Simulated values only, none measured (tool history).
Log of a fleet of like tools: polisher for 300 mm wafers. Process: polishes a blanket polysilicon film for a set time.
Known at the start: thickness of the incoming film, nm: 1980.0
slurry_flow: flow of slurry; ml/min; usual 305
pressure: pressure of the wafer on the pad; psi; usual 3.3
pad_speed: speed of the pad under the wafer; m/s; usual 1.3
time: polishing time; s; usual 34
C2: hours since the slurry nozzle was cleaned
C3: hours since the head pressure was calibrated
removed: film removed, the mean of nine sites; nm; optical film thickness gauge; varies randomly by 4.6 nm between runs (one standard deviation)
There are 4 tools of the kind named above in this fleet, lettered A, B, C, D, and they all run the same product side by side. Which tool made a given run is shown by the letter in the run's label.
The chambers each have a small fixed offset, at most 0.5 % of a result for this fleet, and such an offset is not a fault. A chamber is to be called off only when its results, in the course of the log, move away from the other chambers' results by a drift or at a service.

At hour 5.8: chamber C: worn pad replaced by a new one.
Run 1D, hour 6.6: usual settings; wafers polished on this pad 896; C2 231.7; C3 59.3. Result: removed 405.04 nm.
Run 2B, hour 15.8: usual settings; wafers polished on this pad 720; C2 220.7; C3 484. Result: removed 414.67 nm.
At hour 15.9: chamber D: worn pad replaced by a new one.
At hour 20.7: chamber D: slurry nozzle cleaned.
Run 3A, hour 21.7: usual settings; wafers polished on this pad 679; C2 44.6; C3 259. Result: removed 410.28 nm.
Run 4C, hour 30.2: usual settings; wafers polished on this pad 353; C2 532.8; C3 359.5. Result: removed 419.27 nm.
Run 5A, hour 39.4: usual settings; wafers polished on this pad 934; C2 62.3; C3 276.7. Result: removed 414.01 nm.
Run 6D, hour 49.7: usual settings; wafers polished on this pad 488; C2 29; C3 102.4. Result: removed 415.74 nm.
At hour 50.3: chamber B: worn pad replaced by a new one.
At hour 51.4: chamber A: worn pad replaced by a new one.
Run 7C, hour 58.6: usual settings; wafers polished on this pad 762; C2 561.2; C3 387.9. Result: removed 415.84 nm.
At hour 61.5: chamber C: worn pad replaced by a new one.
Run 8B, hour 63.7: usual settings; wafers polished on this pad 193; C2 268.6; C3 531.9. Result: removed 408.3 nm.
At hour 67.8: chamber C: head pressure recalibrated.
Run 9D, hour 73.8: usual settings; wafers polished on this pad 835; C2 53.1; C3 126.5. Result: removed 418.76 nm.
Run 10B, hour 79.3: usual settings; wafers polished on this pad 418; C2 284.2; C3 547.5. Result: removed 403.83 nm.
At hour 82.6: chamber D: worn pad replaced by a new one.
Run 11C, hour 86: usual settings; wafers polished on this pad 354; C2 588.6; C3 18.2. Result: removed 410.36 nm.
Run 12A, hour 97: usual settings; wafers polished on this pad 658; C2 119.9; C3 334.3. Result: removed 416.03 nm.
Run 13D, hour 105.6: usual settings; wafers polished on this pad 332; C2 84.9; C3 158.3. Result: removed 409.68 nm.
Run 14A, hour 114.5: usual settings; wafers polished on this pad 910; C2 137.4; C3 351.8. Result: removed 406.73 nm.
Run 15B, hour 123: usual settings; wafers polished on this pad 1048; C2 327.9; C3 591.2. Result: removed 412.75 nm.
At hour 126.3: chamber C: worn pad replaced by a new one.
Run 16C, hour 129.4: usual settings; wafers polished on this pad 44; C2 632; C3 61.6. Result: removed 413.31 nm.
At hour 130.8: chamber B: worn pad replaced by a new one.
Run 17D, hour 137.5: usual settings but slurry_flow 385 ml/min; wafers polished on this pad 792; C2 116.8; C3 190.2. Result: removed 419.73 nm.
At hour 142: chamber A: worn pad replaced by a new one.
Run 18B, hour 146.4: usual settings but slurry_flow 385 ml/min; wafers polished on this pad 225; C2 351.3; C3 614.6. Result: removed 417.01 nm.
At hour 153.2: chamber D: worn pad replaced by a new one.
Run 19C, hour 153.4: usual settings but slurry_flow 385 ml/min; wafers polished on this pad 391; C2 656; C3 85.6. Result: removed 430.12 nm.
Run 20A, hour 164.2: usual settings but slurry_flow 385 ml/min; wafers polished on this pad 320; C2 187.1; C3 401.5. Result: removed 438.65 nm.
Run 21A, hour 175.8: usual settings; wafers polished on this pad 487; C2 198.7; C3 413.1. Result: removed 428.24 nm.
Run 22B, hour 183: usual settings; wafers polished on this pad 753; C2 387.9; C3 651.2. Result: removed 405.45 nm.
Run 23C, hour 188.1: usual settings; wafers polished on this pad 891; C2 690.7; C3 120.3. Result: removed 411.43 nm.
At hour 189.9: chamber C: worn pad replaced by a new one.
At hour 191.7: chamber C: slurry nozzle cleaned.
Run 24D, hour 197: usual settings; wafers polished on this pad 631; C2 176.3; C3 249.7. Result: removed 414.22 nm.
Run 25D, hour 205.6: usual settings; wafers polished on this pad 755; C2 184.9; C3 258.3. Result: removed 401.64 nm.
At hour 211.4: chamber D: worn pad replaced by a new one.
Run 26A, hour 212.4: usual settings; wafers polished on this pad 1015; C2 235.3; C3 449.7. Result: removed 434.17 nm.
At hour 215.8: chamber A: worn pad replaced by a new one.
At hour 217.5: chamber B: worn pad replaced by a new one.
Run 27B, hour 219.5: usual settings but pressure 4.1 psi, time 28 s; wafers polished on this pad 29; C2 424.4; C3 687.7. Result: removed 420.18 nm.
Run 28C, hour 224.8: usual settings but pressure 4.1 psi, time 28 s; wafers polished on this pad 504; C2 33.1; C3 157. Result: removed 422.7 nm.
At hour 228.3: chamber D: slurry nozzle cleaned.
Run 29B, hour 232.4: usual settings but pressure 4.1 psi, time 28 s; wafers polished on this pad 215; C2 437.3; C3 700.6. Result: removed 416.86 nm.
Run 30D, hour 240.6: usual settings but pressure 4.1 psi, time 28 s; wafers polished on this pad 421; C2 12.3; C3 293.3. Result: removed 423.78 nm.
At hour 250.6: chamber C: worn pad replaced by a new one.
Run 31A, hour 250.7: usual settings; wafers polished on this pad 503; C2 273.6; C3 488. Result: removed 433.64 nm.
Run 32C, hour 260.7: usual settings but slurry_flow 235 ml/min, pressure 4.2 psi; wafers polished on this pad 145; C2 69; C3 192.9. Result: removed 514.62 nm.
Run 33A, hour 270.7: usual settings but slurry_flow 235 ml/min, pressure 4.2 psi; wafers polished on this pad 791; C2 293.6; C3 508. Result: removed 558.14 nm.
At hour 281: chamber D: worn pad replaced by a new one.
Run 34D, hour 281.9: usual settings but slurry_flow 235 ml/min, pressure 4.2 psi; wafers polished on this pad 13; C2 53.6; C3 334.6. Result: removed 510.54 nm.
Run 35C, hour 290.7: usual settings but slurry_flow 235 ml/min, pressure 4.2 psi; wafers polished on this pad 578; C2 99; C3 222.9. Result: removed 518.14 nm.

Predict what each chamber gives when all 4 of them run the settings below next.
Run 36A, hour 299: usual settings but time 28 s. Result: removed ?.
Run 36B, hour 299: usual settings but time 28 s. Result: removed ?.
Run 36C, hour 299: usual settings but time 28 s. Result: removed ?.
Run 36D, hour 299: usual settings but time 28 s. Result: removed ?.

run  removed
36A   372.64
36B   335.62
36C   339.94
36D   334.33

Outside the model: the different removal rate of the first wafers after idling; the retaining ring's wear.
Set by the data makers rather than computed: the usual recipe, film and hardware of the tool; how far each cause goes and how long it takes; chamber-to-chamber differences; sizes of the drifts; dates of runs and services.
